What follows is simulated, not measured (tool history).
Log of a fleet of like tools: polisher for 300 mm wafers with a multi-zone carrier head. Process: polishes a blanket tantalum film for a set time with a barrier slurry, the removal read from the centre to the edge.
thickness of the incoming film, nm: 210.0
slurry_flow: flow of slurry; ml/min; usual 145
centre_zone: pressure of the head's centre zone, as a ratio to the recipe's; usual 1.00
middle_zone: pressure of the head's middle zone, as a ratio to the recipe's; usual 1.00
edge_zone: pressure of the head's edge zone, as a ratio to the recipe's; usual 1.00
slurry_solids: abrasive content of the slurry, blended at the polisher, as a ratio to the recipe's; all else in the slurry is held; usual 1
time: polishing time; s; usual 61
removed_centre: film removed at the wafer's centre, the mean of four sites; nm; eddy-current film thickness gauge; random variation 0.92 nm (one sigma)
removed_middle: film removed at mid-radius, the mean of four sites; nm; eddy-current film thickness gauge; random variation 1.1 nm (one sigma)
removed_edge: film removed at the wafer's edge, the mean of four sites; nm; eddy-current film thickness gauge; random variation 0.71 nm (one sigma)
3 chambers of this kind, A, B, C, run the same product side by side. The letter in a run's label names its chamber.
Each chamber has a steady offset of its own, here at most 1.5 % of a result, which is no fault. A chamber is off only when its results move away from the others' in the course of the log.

{"hour": 2.3, "done": "chamber A: slurry nozzle cleaned"}
{"hour": 4.3, "done": "chamber B: slurry nozzle cleaned"}
{"run": "1B", "hour": 8.5, "slurry_flow": 145, "centre_zone": 1.0, "middle_zone": 1.0, "edge_zone": 1.0, "slurry_solids": 1, "time": 61, "removed_centre": 80.638, "removed_middle": 80.078, "removed_edge": 78.954}
{"run": "2C", "hour": 16.0, "slurry_flow": 145, "centre_zone": 1.0, "middle_zone": 1.0, "edge_zone": 1.0, "slurry_solids": 1, "time": 61, "removed_centre": 80.11, "removed_middle": 80.557, "removed_edge": 80.434}
{"run": "3A", "hour": 23.3, "slurry_flow": 145, "centre_zone": 1.0, "middle_zone": 1.0, "edge_zone": 1.0, "slurry_solids": 1, "time": 61, "removed_centre": 81.75, "removed_middle": 79.919, "removed_edge": 81.788}
{"run": "4A", "hour": 28.0, "slurry_flow": 145, "centre_zone": 1.0, "middle_zone": 1.0, "edge_zone": 1.0, "slurry_solids": 1, "time": 61, "removed_centre": 81.026, "removed_middle": 80.169, "removed_edge": 81.001}
{"run": "5C", "hour": 33.7, "slurry_flow": 145, "centre_zone": 1.0, "middle_zone": 1.0, "edge_zone": 1.0, "slurry_solids": 1, "time": 61, "removed_centre": 79.944, "removed_middle": 81.351, "removed_edge": 81.507}
{"run": "6B", "hour": 39.6, "slurry_flow": 145, "centre_zone": 1.0, "middle_zone": 1.0, "edge_zone": 1.0, "slurry_solids": 1, "time": 61, "removed_centre": 81.32, "removed_middle": 80.381, "removed_edge": 79.02}
{"run": "7A", "hour": 43.5, "slurry_flow": 145, "centre_zone": 1.0, "middle_zone": 1.0, "edge_zone": 1.0, "slurry_solids": 1, "time": 61, "removed_centre": 80.456, "removed_middle": 81.525, "removed_edge": 81.613}
{"run": "8B", "hour": 48.6, "slurry_flow": 145, "centre_zone": 1.0, "middle_zone": 1.0, "edge_zone": 1.0, "slurry_solids": 1, "time": 61, "removed_centre": 81.166, "removed_middle": 79.646, "removed_edge": 80.493}
{"hour": 49.2, "done": "chamber B: worn pad replaced by a new one"}
{"run": "9C", "hour": 54.8, "slurry_flow": 145, "centre_zone": 1.0, "middle_zone": 1.0, "edge_zone": 1.0, "slurry_solids": 1, "time": 61, "removed_centre": 77.131, "removed_middle": 78.813, "removed_edge": 79.656}
{"run": "10C", "hour": 59.1, "slurry_flow": 145, "centre_zone": 1.0, "middle_zone": 1.0, "edge_zone": 1.0, "slurry_solids": 1, "time": 61, "removed_centre": 77.936, "removed_middle": 77.619, "removed_edge": 78.987}
{"run": "11A", "hour": 65.1, "slurry_flow": 145, "centre_zone": 0.91, "middle_zone": 1.0, "edge_zone": 0.94, "slurry_solids": 1, "time": 61, "removed_centre": 74.49, "removed_middle": 82.454, "removed_edge": 78.469}
{"run": "12B", "hour": 71.0, "slurry_flow": 145, "centre_zone": 0.91, "middle_zone": 1.0, "edge_zone": 0.94, "slurry_solids": 1, "time": 61, "removed_centre": 73.203, "removed_middle": 79.396, "removed_edge": 76.154}
{"run": "13A", "hour": 76.4, "slurry_flow": 145, "centre_zone": 0.91, "middle_zone": 1.0, "edge_zone": 0.94, "slurry_solids": 1, "time": 61, "removed_centre": 70.916, "removed_middle": 82.093, "removed_edge": 78.772}
{"hour": 82.1, "done": "chamber A: worn pad replaced by a new one"}
{"run": "14C", "hour": 82.5, "slurry_flow": 145, "centre_zone": 1.0, "middle_zone": 1.0, "edge_zone": 1.0, "slurry_solids": 1, "time": 61, "removed_centre": 76.042, "removed_middle": 78.936, "removed_edge": 77.796}
{"run": "15B", "hour": 89.1, "slurry_flow": 145, "centre_zone": 1.0, "middle_zone": 1.0, "edge_zone": 1.0, "slurry_solids": 1, "time": 61, "removed_centre": 80.458, "removed_middle": 79.813, "removed_edge": 80.743}
{"run": "16C", "hour": 95.0, "slurry_flow": 145, "centre_zone": 1.0, "middle_zone": 1.0, "edge_zone": 1.0, "slurry_solids": 1, "time": 61, "removed_centre": 76.929, "removed_middle": 75.471, "removed_edge": 77.047}
{"run": "17A", "hour": 102.3, "slurry_flow": 145, "centre_zone": 1.0, "middle_zone": 0.91, "edge_zone": 0.9, "slurry_solids": 1, "time": 61, "removed_centre": 79.55, "removed_middle": 73.564, "removed_edge": 77.459}
{"hour": 104.7, "done": "chamber B: centre zone pressure recalibrated"}
{"run": "18B", "hour": 107.0, "slurry_flow": 145, "centre_zone": 1.0, "middle_zone": 0.91, "edge_zone": 0.9, "slurry_solids": 1, "time": 61, "removed_centre": 82.276, "removed_middle": 74.292, "removed_edge": 75.921}
{"run": "19B", "hour": 111.3, "slurry_flow": 145, "centre_zone": 1.0, "middle_zone": 0.91, "edge_zone": 0.9, "slurry_solids": 1, "time": 61, "removed_centre": 81.946, "removed_middle": 72.661, "removed_edge": 75.653}
{"run": "20A", "hour": 118.2, "slurry_flow": 145, "centre_zone": 1.0, "middle_zone": 1.0, "edge_zone": 1.0, "slurry_solids": 1, "time": 61, "removed_centre": 79.702, "removed_middle": 82.028, "removed_edge": 80.004}
{"run": "21C", "hour": 126.3, "slurry_flow": 145, "centre_zone": 1.0, "middle_zone": 1.0, "edge_zone": 1.0, "slurry_solids": 1, "time": 61, "removed_centre": 73.394, "removed_middle": 72.998, "removed_edge": 72.548}
{"run": "22B", "hour": 132.1, "slurry_flow": 145, "centre_zone": 1.0, "middle_zone": 1.0, "edge_zone": 1.0, "slurry_solids": 1, "time": 61, "removed_centre": 81.342, "removed_middle": 81.032, "removed_edge": 79.516}
{"run": "23C", "hour": 135.9, "slurry_flow": 145, "centre_zone": 1.0, "middle_zone": 1.0, "edge_zone": 1.0, "slurry_solids": 1, "time": 61, "removed_centre": 73.807, "removed_middle": 73.705, "removed_edge": 72.181}

Next, every chamber runs the same settings. What will each give?
{"run": "24A", "hour": 142.1, "slurry_flow": 145, "centre_zone": 1.0, "middle_zone": 1.0, "edge_zone": 1.0, "slurry_solids": 1, "time": 61, "removed_centre": "?", "removed_middle": "?", "removed_edge": "?"}
{"run": "24B", "hour": 142.1, "slurry_flow": 145, "centre_zone": 1.0, "middle_zone": 1.0, "edge_zone": 1.0, "slurry_solids": 1, "time": 61, "removed_centre": "?", "removed_middle": "?", "removed_edge": "?"}
{"run": "24C", "hour": 142.1, "slurry_flow": 145, "centre_zone": 1.0, "middle_zone": 1.0, "edge_zone": 1.0, "slurry_solids": 1, "time": 61, "removed_centre": "?", "removed_middle": "?", "removed_edge": "?"}

run=24A removed_centre=79.986 removed_middle=81.383 removed_edge=81.757
run=24B removed_centre=79.304 removed_middle=78.019 removed_edge=79.809
run=24C removed_centre=72.636 removed_middle=74.177 removed_edge=71.648
